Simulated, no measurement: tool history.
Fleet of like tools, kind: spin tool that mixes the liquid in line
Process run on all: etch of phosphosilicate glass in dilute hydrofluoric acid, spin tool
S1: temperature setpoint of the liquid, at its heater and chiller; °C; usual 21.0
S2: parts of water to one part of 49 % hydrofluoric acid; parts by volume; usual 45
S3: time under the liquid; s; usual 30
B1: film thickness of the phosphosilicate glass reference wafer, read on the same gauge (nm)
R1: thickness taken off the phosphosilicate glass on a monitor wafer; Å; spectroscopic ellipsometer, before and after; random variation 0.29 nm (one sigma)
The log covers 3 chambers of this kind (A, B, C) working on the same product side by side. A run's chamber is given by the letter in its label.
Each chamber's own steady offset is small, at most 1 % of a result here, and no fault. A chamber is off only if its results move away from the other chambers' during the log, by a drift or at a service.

run     day    S1  S2  S3      B1      R1
      0.133  -- chamber A: thermometer replaced
 1A   0.400  21.0  45  30  79.940  380.62
 2C   0.908  21.0  45  30  79.972  380.35
 3B   1.492  21.0  45  30  79.997  381.37
 4C   1.879  21.0  45  30  80.043  380.61
      2.188  -- chamber A: hydrofluoric acid flow meter replaced
 5B   2.262  21.0  45  30  79.961  385.38
 6A   2.862  21.0  45  30  79.960  376.64
 7B   3.504  21.0  45  20  79.985  251.53
 8A   3.925  21.0  45  20  80.015  251.50
 9C   4.517  21.0  45  20  80.013  252.22
10C   4.925  21.0  45  30  79.963  381.04
11A   5.550  21.0  45  15  80.023  188.57
12B   6.108  21.0  45  15  80.003  185.73
13A   6.688  21.0  45  15  79.972  190.38
14C   7.288  21.0  45  30  79.995  384.65
15B   7.875  21.0  45  30  80.019  365.39
16C   8.483  21.0  45  30  80.014  380.32
17A   9.008  21.0  25  30  80.028  686.89
18B   9.388  21.0  25  30  79.999  682.39
19B  10.046  21.0  25  30  79.981  679.69
20A  10.558  21.0  45  30  79.998  378.09
21C  11.104  21.0  45  30  80.052  379.94
22B  11.700  21.0  45  30  79.985  352.50
23A  12.112  21.0  45  30  80.002  381.66
24C  12.712  22.5  45  35  79.990  476.82

The same settings go to every chamber for the next run, one line per chamber below. Forecast the results for each:
25A  13.200  21.0  45  15       ?
25B  13.200  21.0  45  15       ?
25C  13.200  21.0  45  15       ?

run      R1
25A  191.47
25B  174.32
25C  189.54

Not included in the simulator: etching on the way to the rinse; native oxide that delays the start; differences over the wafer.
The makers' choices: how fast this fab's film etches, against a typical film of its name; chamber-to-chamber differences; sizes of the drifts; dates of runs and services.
